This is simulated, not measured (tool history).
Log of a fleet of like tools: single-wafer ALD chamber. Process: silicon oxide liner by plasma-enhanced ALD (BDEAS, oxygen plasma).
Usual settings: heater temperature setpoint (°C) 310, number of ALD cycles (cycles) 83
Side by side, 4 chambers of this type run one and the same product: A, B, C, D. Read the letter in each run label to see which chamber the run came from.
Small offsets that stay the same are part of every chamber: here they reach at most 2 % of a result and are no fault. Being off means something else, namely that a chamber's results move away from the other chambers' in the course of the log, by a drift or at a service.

run	day	heater temperature setpoint (°C)	number of ALD cycles (cycles)	hours since the last thermocouple change	read-back reference wafer on the same gauge, thickness_nm	mean film thickness on the monitor wafer (angstrom)
1C	0.200	310	83	449.1	9.0983	76.097
2A	0.392	310	83	717.6	9.1058	77.082
3B	0.525	310	83	731.0	9.1094	75.908
4D	0.754	310	83	1185.1	9.0971	75.014
5B	0.967	310	83	741.6	9.0986	75.808
6D	1.138	310	83	1194.3	9.1006	74.632
7C	1.404	310	83	478.0	9.1085	76.508
8A	1.621	310	83	747.1	9.1040	76.574
9A	1.879	310	83	753.3	9.1007	77.241
10C	2.100	310	83	494.7	9.0988	76.403
11D	2.254	310	83	1221.1	9.1076	74.961
12B	2.442	310	83	777.0	9.1039	75.782
13B	2.592	310	83	780.6	9.1084	75.898
14D	2.808	310	83	1234.4	9.1096	74.975
15A	2.938	310	83	778.7	9.1046	76.792
16C	3.158	310	83	520.1	9.0971	76.297
17A	3.342	310	83	788.4	9.1048	76.385
18D	3.608	296	83	1253.6	9.0937	77.014
19B	3.858	296	83	811.0	9.1053	78.486
20C	4.062	296	83	541.8	9.1092	78.417
21B	4.312	296	83	821.9	9.1033	77.704
22C	4.450	310	83	551.1	9.1122	75.859
23D	4.612	310	83	1277.7	9.0967	75.107
24A	4.762	310	83	822.5	9.0992	76.680
25B	4.888	310	83	835.7	9.0946	76.136
26A	5.088	310	83	830.3	9.1030	76.773
27C	5.288	310	83	571.2	9.0948	76.065
28D	5.433	310	83	1297.4	9.0988	74.617

Does one chamber stand apart from the rest, does the shared gauge drift, or is all well apart from small per-chamber offsets? Give the chamber and the most likely cause, where there is one.

The fleet is healthy, with each chamber sitting at its usual small offset and no drift in the gauge.

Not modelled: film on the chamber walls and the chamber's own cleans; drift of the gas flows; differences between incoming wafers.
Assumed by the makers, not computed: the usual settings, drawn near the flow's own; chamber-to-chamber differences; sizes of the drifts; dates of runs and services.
